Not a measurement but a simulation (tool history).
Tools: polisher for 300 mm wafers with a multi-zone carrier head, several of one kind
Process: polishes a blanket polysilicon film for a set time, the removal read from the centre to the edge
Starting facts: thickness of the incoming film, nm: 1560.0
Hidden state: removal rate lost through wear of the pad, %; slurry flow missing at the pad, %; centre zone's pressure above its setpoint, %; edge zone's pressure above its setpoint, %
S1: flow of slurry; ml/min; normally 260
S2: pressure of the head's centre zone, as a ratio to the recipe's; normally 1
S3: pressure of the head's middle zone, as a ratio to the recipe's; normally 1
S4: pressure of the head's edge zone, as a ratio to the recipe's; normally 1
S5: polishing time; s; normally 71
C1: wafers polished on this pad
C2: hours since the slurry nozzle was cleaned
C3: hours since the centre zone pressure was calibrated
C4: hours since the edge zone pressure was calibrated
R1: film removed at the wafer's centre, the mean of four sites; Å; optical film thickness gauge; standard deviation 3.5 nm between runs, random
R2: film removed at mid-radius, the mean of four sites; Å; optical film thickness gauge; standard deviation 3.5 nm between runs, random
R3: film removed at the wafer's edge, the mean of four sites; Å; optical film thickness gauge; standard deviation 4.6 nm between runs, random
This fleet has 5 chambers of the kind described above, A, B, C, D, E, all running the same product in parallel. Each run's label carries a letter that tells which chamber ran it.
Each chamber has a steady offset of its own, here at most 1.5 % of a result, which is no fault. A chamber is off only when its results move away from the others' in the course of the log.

At hour 6.5: chamber A: worn pad replaced by a new one.
Run 1D, hour 8.5: usual settings; C1 545; C2 301.9; C3 437.3; C4 251.9. Result: R1 3851.7 Å, R2 3856.3 Å, R3 3886.2 Å.
Run 2E, hour 23.3: usual settings; C1 918; C2 309.1; C3 306.4; C4 297.9. Result: R1 3944.2 Å, R2 3798.5 Å, R3 3888.2 Å.
At hour 25.7: chamber E: worn pad replaced by a new one.
Run 3A, hour 33.7: usual settings; C1 306; C2 234.1; C3 344.1; C4 237.1. Result: R1 3944.8 Å, R2 3854.8 Å, R3 3962.2 Å.
At hour 37.1: chamber D: worn pad replaced by a new one.
Run 4C, hour 47.9: usual settings; C1 946; C2 478.4; C3 886.8; C4 686.1. Result: R1 3862.9 Å, R2 3863.3 Å, R3 3879.7 Å.
At hour 55.9: chamber B: worn pad replaced by a new one.
Run 5B, hour 58.2: usual settings; C1 26; C2 305.4; C3 102.8; C4 269.5. Result: R1 3898.7 Å, R2 3808.5 Å, R3 3828.4 Å.
At hour 60: chamber C: worn pad replaced by a new one.
Run 6A, hour 73.3: usual settings; C1 751; C2 273.7; C3 383.7; C4 276.7. Result: R1 3876 Å, R2 3880.5 Å, R3 3896.2 Å.
Run 7B, hour 85.3: usual settings; C1 331; C2 332.5; C3 129.9; C4 296.6. Result: R1 3920.6 Å, R2 3864.2 Å, R3 3742.5 Å.
At hour 86.1: chamber A: worn pad replaced by a new one.
At hour 90: chamber C: slurry nozzle cleaned.
At hour 91.5: chamber A: slurry nozzle cleaned.
Run 8C, hour 95.1: usual settings; C1 394; C2 5.2; C3 934; C4 733.3. Result: R1 3867.8 Å, R2 3859.9 Å, R3 3962.9 Å.
Run 9E, hour 102.9: usual settings but S2 1.06, S3 0.93; C1 868; C2 388.7; C3 386; C4 377.5. Result: R1 4201.7 Å, R2 3642.6 Å, R3 3873.6 Å.
At hour 104.7: chamber E: worn pad replaced by a new one.
Run 10D, hour 109.8: usual settings but S2 1.06, S3 0.93; C1 818; C2 403.2; C3 538.6; C4 353.2. Result: R1 4155.2 Å, R2 3624.1 Å, R3 3795 Å.
At hour 114.9: chamber D: worn pad replaced by a new one.
Run 11D, hour 124.2: usual settings but S2 1.06, S3 0.93; C1 105; C2 417.6; C3 553; C4 367.6. Result: R1 4077.2 Å, R2 3666.2 Å, R3 3923.1 Å.
At hour 130.2: chamber B: worn pad replaced by a new one.
Run 12B, hour 135.8: usual settings but S2 1.06, S3 0.93; C1 64; C2 383; C3 180.4; C4 347.1. Result: R1 4152.6 Å, R2 3618.5 Å, R3 3765.6 Å.
Run 13E, hour 145: usual settings but S2 1.06, S3 0.93; C1 453; C2 430.8; C3 428.1; C4 419.6. Result: R1 4148.9 Å, R2 3572.5 Å, R3 3864.5 Å.
Run 14A, hour 156.4: usual settings; C1 791; C2 65; C3 466.8; C4 359.8. Result: R1 3901.2 Å, R2 3844.6 Å, R3 3878.6 Å.
At hour 164.7: chamber C: worn pad replaced by a new one.
Run 15C, hour 168: usual settings; C1 37; C2 78.1; C3 1006.9; C4 806.2. Result: R1 3906.6 Å, R2 3892.6 Å, R3 3793.8 Å.
At hour 172.5: chamber A: worn pad replaced by a new one.
At hour 180.1: chamber E: worn pad replaced by a new one.
Run 16E, hour 181.2: usual settings; C1 12; C2 467; C3 464.3; C4 455.8. Result: R1 3966 Å, R2 3861.9 Å, R3 3871.6 Å.
At hour 185.2: chamber E: slurry nozzle cleaned.
At hour 187.9: chamber D: worn pad replaced by a new one.
Run 17B, hour 190.5: usual settings; C1 679; C2 437.7; C3 235.1; C4 401.8. Result: R1 3893.2 Å, R2 3854 Å, R3 3849.7 Å.
Run 18C, hour 199.8: usual settings; C1 395; C2 109.9; C3 1038.7; C4 838. Result: R1 3848.7 Å, R2 3882.9 Å, R3 3838 Å.
At hour 205.7: chamber B: worn pad replaced by a new one.
Run 19A, hour 212.5: usual settings but S1 300 ml/min, S4 1.06; C1 450; C2 121.1; C3 522.9; C4 415.9. Result: R1 3947.9 Å, R2 3948.8 Å, R3 3992.7 Å.
Run 20D, hour 225.4: usual settings but S1 300 ml/min, S4 1.06; C1 422; C2 518.8; C3 654.2; C4 468.8. Result: R1 3976.1 Å, R2 3979 Å, R3 4013.3 Å.
Run 21A, hour 240.9: usual settings but S1 300 ml/min, S4 1.06; C1 770; C2 149.5; C3 551.3; C4 444.3. Result: R1 3921.9 Å, R2 3904.4 Å, R3 4005.3 Å.
At hour 244.9: chamber A: worn pad replaced by a new one.
Run 22B, hour 249: usual settings but S1 300 ml/min, S4 1.06; C1 487; C2 496.2; C3 293.6; C4 460.3. Result: R1 4007.8 Å, R2 4021.5 Å, R3 4078.6 Å.
At hour 262.9: chamber B: slurry nozzle cleaned.
Run 23D, hour 263.9: usual settings but S1 300 ml/min, S4 1.06; C1 855; C2 557.3; C3 692.7; C4 507.3. Result: R1 3854.2 Å, R2 3907.9 Å, R3 4042.9 Å.
At hour 269.3: chamber E: worn pad replaced by a new one.
At hour 270.8: chamber C: worn pad replaced by a new one.
At hour 271: chamber D: worn pad replaced by a new one.
At hour 273.1: chamber E: centre zone pressure recalibrated.
Run 24C, hour 275.9: usual settings; C1 57; C2 186; C3 1114.8; C4 914.1. Result: R1 3861.5 Å, R2 3932.7 Å, R3 3910.8 Å.
Run 25E, hour 289.2: usual settings; C1 224; C2 104; C3 16.1; C4 563.8. Result: R1 3880.2 Å, R2 3876.1 Å, R3 3773.6 Å.
At hour 293.9: chamber B: worn pad replaced by a new one.
Run 26A, hour 300.8: usual settings; C1 629; C2 209.4; C3 611.2; C4 504.2. Result: R1 3905.1 Å, R2 3883 Å, R3 3875.5 Å.
Run 27B, hour 311.9: usual settings; C1 203; C2 49.1; C3 356.5; C4 523.2. Result: R1 3926.3 Å, R2 3894.1 Å, R3 3855.6 Å.
Run 28C, hour 326: usual settings; C1 621; C2 236.1; C3 1164.9; C4 964.2. Result: R1 3955.7 Å, R2 3870 Å, R3 3863.1 Å.
At hour 334: chamber A: worn pad replaced by a new one.
Run 29E, hour 335: usual settings; C1 739; C2 149.8; C3 61.9; C4 609.6. Result: R1 3941.9 Å, R2 3840.4 Å, R3 3932.8 Å.
Run 30D, hour 346.6: usual settings; C1 851; C2 640; C3 775.4; C4 590. Result: R1 3825.5 Å, R2 3855 Å, R3 3914.4 Å.
At hour 352: chamber E: worn pad replaced by a new one.
At hour 356.4: chamber D: worn pad replaced by a new one.
At hour 361.1: chamber A: slurry nozzle cleaned.
Run 31C, hour 362: usual settings; C1 1025; C2 272.1; C3 1200.9; C4 1000.2. Result: R1 3791.2 Å, R2 3918 Å, R3 3863.5 Å.
Run 32A, hour 370.8: usual settings; C1 414; C2 9.7; C3 681.2; C4 574.2. Result: R1 3922.5 Å, R2 3858.4 Å, R3 3885.8 Å.
At hour 374.6: chamber B: worn pad replaced by a new one.
Run 33E, hour 379.6: usual settings but S3 0.91; C1 310; C2 194.4; C3 106.5; C4 654.2. Result: R1 3936.7 Å, R2 3561 Å, R3 3805.9 Å.
Run 34B, hour 387.5: usual settings but S3 0.91; C1 145; C2 124.7; C3 432.1; C4 598.8. Result: R1 3954.1 Å, R2 3551.1 Å, R3 3837.6 Å.
Run 35D, hour 397.1: usual settings but S3 0.91; C1 458; C2 690.5; C3 825.9; C4 640.5. Result: R1 3874.8 Å, R2 3564.8 Å, R3 3851 Å.

All 5 chambers run these settings next. Forecast each chamber's results:
Run 36A, hour 408.4: usual settings but S5 93 s. Result: R1 ?, R2 ?, R3 ?.
Run 36B, hour 408.4: usual settings but S5 93 s. Result: R1 ?, R2 ?, R3 ?.
Run 36C, hour 408.4: usual settings but S5 93 s. Result: R1 ?, R2 ?, R3 ?.
Run 36D, hour 408.4: usual settings but S5 93 s. Result: R1 ?, R2 ?, R3 ?.
Run 36E, hour 408.4: usual settings but S5 93 s. Result: R1 ?, R2 ?, R3 ?.

run      R1      R2      R3
36A  5096.6  5081.6  5099.7
36B  5162.2    5082  4905.7
36C  5034.3  5078.4  5129.2
36D  5125.1  5056.5  5026.3
36E  5086.6  5006.7  5068.3
